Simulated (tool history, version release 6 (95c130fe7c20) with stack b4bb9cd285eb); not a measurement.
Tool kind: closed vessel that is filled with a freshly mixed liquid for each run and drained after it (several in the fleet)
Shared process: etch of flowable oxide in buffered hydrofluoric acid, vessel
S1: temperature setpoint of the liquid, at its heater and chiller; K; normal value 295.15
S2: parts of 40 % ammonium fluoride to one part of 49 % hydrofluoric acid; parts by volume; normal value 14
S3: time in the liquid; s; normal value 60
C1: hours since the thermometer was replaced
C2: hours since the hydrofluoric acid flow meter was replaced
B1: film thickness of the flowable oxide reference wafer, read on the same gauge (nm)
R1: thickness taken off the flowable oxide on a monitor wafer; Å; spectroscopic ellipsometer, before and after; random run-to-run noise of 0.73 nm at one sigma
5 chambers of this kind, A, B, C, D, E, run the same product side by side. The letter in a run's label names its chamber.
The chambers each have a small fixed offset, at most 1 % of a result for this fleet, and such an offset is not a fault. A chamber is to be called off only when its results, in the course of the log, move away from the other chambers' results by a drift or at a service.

{"run": "1A", "hour": 5.6, "S1": 295.15, "S2": 14, "S3": 60, "C1": 1496.5, "C2": 764.9, "B1": 60.0, "R1": 1901.7}
{"run": "2C", "hour": 11.0, "S1": 295.15, "S2": 14, "S3": 60, "C1": 1941.2, "C2": 767.8, "B1": 60.023, "R1": 1917.3}
{"run": "3D", "hour": 14.3, "S1": 295.15, "S2": 14, "S3": 60, "C1": 1286.7, "C2": 588.6, "B1": 60.02, "R1": 1923.7}
{"hour": 16.4, "done": "chamber C: hydrofluoric acid flow meter replaced"}
{"run": "4B", "hour": 17.7, "S1": 295.15, "S2": 14, "S3": 60, "C1": 1541.7, "C2": 822.1, "B1": 59.984, "R1": 1914.5}
{"run": "5E", "hour": 22.3, "S1": 295.15, "S2": 11, "S3": 60, "C1": 1477.2, "C2": 700.2, "B1": 59.98, "R1": 2399.4}
{"run": "6A", "hour": 26.2, "S1": 295.15, "S2": 11, "S3": 60, "C1": 1517.1, "C2": 785.5, "B1": 60.0, "R1": 2418.3}
{"run": "7B", "hour": 30.4, "S1": 295.15, "S2": 11, "S3": 60, "C1": 1554.4, "C2": 834.8, "B1": 60.003, "R1": 2403.8}
{"run": "8C", "hour": 35.5, "S1": 295.15, "S2": 11, "S3": 60, "C1": 1965.7, "C2": 19.2, "B1": 60.008, "R1": 2411.7}
{"run": "9E", "hour": 40.1, "S1": 295.15, "S2": 11, "S3": 60, "C1": 1495.0, "C2": 718.0, "B1": 60.008, "R1": 2401.3}
{"run": "10D", "hour": 43.8, "S1": 295.15, "S2": 14, "S3": 60, "C1": 1316.2, "C2": 618.1, "B1": 60.008, "R1": 1915.2}
{"run": "11B", "hour": 47.7, "S1": 295.15, "S2": 14, "S3": 60, "C1": 1571.7, "C2": 852.1, "B1": 60.008, "R1": 1895.2}
{"hour": 52.2, "done": "chamber D: hydrofluoric acid flow meter replaced"}
{"run": "12D", "hour": 52.6, "S1": 295.15, "S2": 14, "S3": 60, "C1": 1325.0, "C2": 0.5, "B1": 59.965, "R1": 1912.4}
{"run": "13C", "hour": 56.0, "S1": 295.15, "S2": 14, "S3": 60, "C1": 1986.2, "C2": 39.7, "B1": 60.048, "R1": 1920.1}
{"run": "14E", "hour": 60.0, "S1": 295.15, "S2": 14, "S3": 60, "C1": 1514.9, "C2": 737.9, "B1": 60.025, "R1": 1903.4}
{"run": "15A", "hour": 63.5, "S1": 297.15, "S2": 14, "S3": 60, "C1": 1554.4, "C2": 822.8, "B1": 59.969, "R1": 2126.3}
{"run": "16A", "hour": 67.5, "S1": 297.15, "S2": 14, "S3": 60, "C1": 1558.4, "C2": 826.8, "B1": 60.016, "R1": 2113.3}
{"run": "17E", "hour": 70.2, "S1": 297.15, "S2": 14, "S3": 60, "C1": 1525.1, "C2": 748.1, "B1": 60.012, "R1": 2095.7}
{"run": "18C", "hour": 75.7, "S1": 297.15, "S2": 14, "S3": 60, "C1": 2005.9, "C2": 59.4, "B1": 59.97, "R1": 2140.8}
{"run": "19D", "hour": 78.9, "S1": 297.15, "S2": 14, "S3": 60, "C1": 1351.3, "C2": 26.8, "B1": 60.017, "R1": 2146.2}
{"run": "20B", "hour": 83.9, "S1": 295.15, "S2": 14, "S3": 60, "C1": 1607.9, "C2": 888.3, "B1": 59.998, "R1": 1899.4}
{"run": "21C", "hour": 86.6, "S1": 295.15, "S2": 14, "S3": 60, "C1": 2016.8, "C2": 70.3, "B1": 60.032, "R1": 1904.2}
{"run": "22A", "hour": 89.3, "S1": 295.15, "S2": 14, "S3": 60, "C1": 1580.2, "C2": 848.6, "B1": 60.02, "R1": 1907.9}
{"run": "23B", "hour": 93.4, "S1": 295.15, "S2": 14, "S3": 60, "C1": 1617.4, "C2": 897.8, "B1": 59.977, "R1": 1899.1}
{"run": "24E", "hour": 99.1, "S1": 295.15, "S2": 14, "S3": 80, "C1": 1554.0, "C2": 777.0, "B1": 60.026, "R1": 2530.4}
{"run": "25D", "hour": 103.0, "S1": 295.15, "S2": 14, "S3": 80, "C1": 1375.4, "C2": 50.9, "B1": 59.981, "R1": 2566.5}
{"run": "26A", "hour": 108.2, "S1": 295.15, "S2": 14, "S3": 80, "C1": 1599.1, "C2": 867.5, "B1": 59.978, "R1": 2531.9}
{"run": "27D", "hour": 111.6, "S1": 295.15, "S2": 14, "S3": 80, "C1": 1384.0, "C2": 59.5, "B1": 59.977, "R1": 2550.8}
{"run": "28B", "hour": 116.4, "S1": 295.15, "S2": 14, "S3": 80, "C1": 1640.4, "C2": 920.8, "B1": 60.017, "R1": 2543.1}
{"run": "29C", "hour": 119.5, "S1": 300.15, "S2": 14, "S3": 75, "C1": 2049.7, "C2": 103.2, "B1": 59.993, "R1": 3147.1}
{"run": "30E", "hour": 122.5, "S1": 300.15, "S2": 14, "S3": 75, "C1": 1577.4, "C2": 800.4, "B1": 59.981, "R1": 3101.7}
{"run": "31C", "hour": 127.7, "S1": 300.15, "S2": 14, "S3": 75, "C1": 2057.9, "C2": 111.4, "B1": 59.993, "R1": 3147.3}
{"run": "32B", "hour": 131.8, "S1": 300.15, "S2": 14, "S3": 75, "C1": 1655.8, "C2": 936.2, "B1": 59.996, "R1": 3122.6}
{"run": "33E", "hour": 136.1, "S1": 300.15, "S2": 14, "S3": 75, "C1": 1591.0, "C2": 814.0, "B1": 60.005, "R1": 3100.3}
{"run": "34A", "hour": 138.8, "S1": 295.15, "S2": 14, "S3": 60, "C1": 1629.7, "C2": 898.1, "B1": 60.009, "R1": 1911.5}
{"run": "35D", "hour": 142.4, "S1": 295.15, "S2": 14, "S3": 60, "C1": 1414.8, "C2": 90.3, "B1": 60.014, "R1": 1923.0}

Each of the 5 chambers runs these same settings next. Fill in every chamber's results:
{"run": "36A", "hour": 146.7, "S1": 295.15, "S2": 14, "S3": 30, "R1": "?"}
{"run": "36B", "hour": 146.7, "S1": 295.15, "S2": 14, "S3": 30, "R1": "?"}
{"run": "36C", "hour": 146.7, "S1": 295.15, "S2": 14, "S3": 30, "R1": "?"}
{"run": "36D", "hour": 146.7, "S1": 295.15, "S2": 14, "S3": 30, "R1": "?"}
{"run": "36E", "hour": 146.7, "S1": 295.15, "S2": 14, "S3": 30, "R1": "?"}

run=36A R1=953.50
run=36B R1=954.12
run=36C R1=958.41
run=36D R1=951.81
run=36E R1=950.41

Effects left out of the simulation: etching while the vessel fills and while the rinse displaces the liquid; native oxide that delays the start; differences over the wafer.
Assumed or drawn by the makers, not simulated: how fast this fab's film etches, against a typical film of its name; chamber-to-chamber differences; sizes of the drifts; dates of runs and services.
